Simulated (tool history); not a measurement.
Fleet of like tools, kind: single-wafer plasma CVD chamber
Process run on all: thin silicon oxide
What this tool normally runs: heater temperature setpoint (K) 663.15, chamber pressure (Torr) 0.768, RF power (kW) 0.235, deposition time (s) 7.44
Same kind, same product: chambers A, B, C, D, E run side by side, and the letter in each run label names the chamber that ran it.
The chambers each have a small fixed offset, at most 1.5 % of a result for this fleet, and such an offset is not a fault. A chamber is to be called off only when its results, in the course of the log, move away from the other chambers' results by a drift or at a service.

run,hour,heater temperature setpoint (K),chamber pressure (Torr),RF power (kW),deposition time (s),hours since the last thermocouple change,hours since the last RF generator calibration,hours since the last manometer calibration,"read-back reference wafer on the same gauge, thickness_nm",mean film thickness on the monitor wafer (angstrom)
1E,8.1,663.15,0.768,0.235,7.44,542,55.7,1862.5,12.192,119.05
2C,17.1,663.15,0.768,0.235,7.44,2257.8,1680.5,1461.1,12.19,118.08
3D,23,663.15,0.768,0.235,7.44,484.5,587.1,1538.2,12.196,118.48
# hour 26.3: chamber A: thermocouple changed; heater temperature recalibrated
4B,31.2,663.15,0.768,0.235,7.44,1160.7,692.7,1275.7,12.185,117.5
5A,36.1,663.15,0.768,0.235,7.44,9.8,617.9,92.9,12.192,119.9
6C,41.4,663.15,0.768,0.235,7.44,2282.1,1704.8,1485.4,12.182,118.04
7D,50.9,663.15,0.768,0.235,7.44,512.4,615,1566.1,12.183,118.4
8A,56.6,663.15,0.768,0.235,7.44,30.3,638.4,113.4,12.175,120.03
9B,62.5,663.15,0.768,0.235,7.44,1192,724,1307,12.179,117.66
10E,71.8,663.15,0.768,0.235,7.44,605.7,119.4,1926.2,12.174,119
11C,81.2,663.15,0.768,0.235,7.44,2321.9,1744.6,1525.2,12.175,117.68
12B,87.3,663.15,0.768,0.235,7.44,1216.8,748.8,1331.8,12.172,117.56
13A,94.1,663.15,0.768,0.235,7.44,67.8,675.9,150.9,12.171,119.56
14E,100.9,663.15,0.768,0.235,7.44,634.8,148.5,1955.3,12.164,118.62
15D,106.9,663.15,0.654,0.235,7.44,568.4,671,1622.1,12.163,100.46
16D,112.3,663.15,0.654,0.235,7.44,573.8,676.4,1627.5,12.163,100.42
17B,121,663.15,0.654,0.235,7.44,1250.5,782.5,1365.5,12.162,99.466
18E,125.2,663.15,0.654,0.235,7.44,659.1,172.8,1979.6,12.161,100.67
19A,131.3,663.15,0.654,0.235,7.44,105,713.1,188.1,12.155,101.18
20C,139.8,663.15,0.768,0.275,7.44,2380.5,1803.2,1583.8,12.15,126.27
21B,147,663.15,0.768,0.275,7.44,1276.5,808.5,1391.5,12.154,125.84
22C,152.3,663.15,0.768,0.275,7.44,2393,1815.7,1596.3,12.154,126.55
# hour 156.3: chamber C: thermocouple changed; heater temperature recalibrated
23A,161.8,663.15,0.768,0.275,7.44,135.5,743.6,218.6,12.141,128.23
24E,167.7,663.15,0.768,0.275,7.44,701.6,215.3,2022.1,12.149,127.46
25D,176.3,663.15,0.768,0.235,7.44,637.8,740.4,1691.5,12.147,118.19
26E,184.2,669.15,0.768,0.235,6.82,718.1,231.8,2038.6,12.137,108.18
27B,193.6,669.15,0.768,0.235,6.82,1323.1,855.1,1438.1,12.134,106.83
28D,202.1,669.15,0.768,0.235,6.82,663.6,766.2,1717.3,12.137,107.73
29C,206.9,669.15,0.768,0.235,6.82,50.6,1870.3,1650.9,12.136,107.36
30A,212,669.15,0.768,0.235,6.82,185.7,793.8,268.8,12.128,109.32
31E,219.3,663.15,0.768,0.235,7.44,753.2,266.9,2073.7,12.126,118.6
32C,223.7,663.15,0.768,0.235,7.44,67.4,1887.1,1667.7,12.125,117.48
# hour 227.7: chamber B: RF generator calibrated
33B,233.2,663.15,0.768,0.235,7.44,1362.7,5.5,1477.7,12.122,116.99
34A,239.1,663.15,0.768,0.235,7.44,212.8,820.9,295.9,12.123,119.1
35D,247.1,663.15,0.768,0.235,7.44,708.6,811.2,1762.3,12.113,117.92
36D,253.5,663.15,0.768,0.235,7.44,715,817.6,1768.7,12.119,118
37A,259.7,663.15,0.937,0.265,7.44,233.4,841.5,316.5,12.112,150.28

Next, every chamber runs the same settings. What will each give?
38A,266.5,652.15,0.768,0.235,7.44,,,,,?
38B,266.5,652.15,0.768,0.235,7.44,,,,,?
38C,266.5,652.15,0.768,0.235,7.44,,,,,?
38D,266.5,652.15,0.768,0.235,7.44,,,,,?
38E,266.5,652.15,0.768,0.235,7.44,,,,,?

run,mean film thickness on the monitor wafer (angstrom)
38A,119.86
38B,117.82
38C,118.49
38D,118.59
38E,119.23
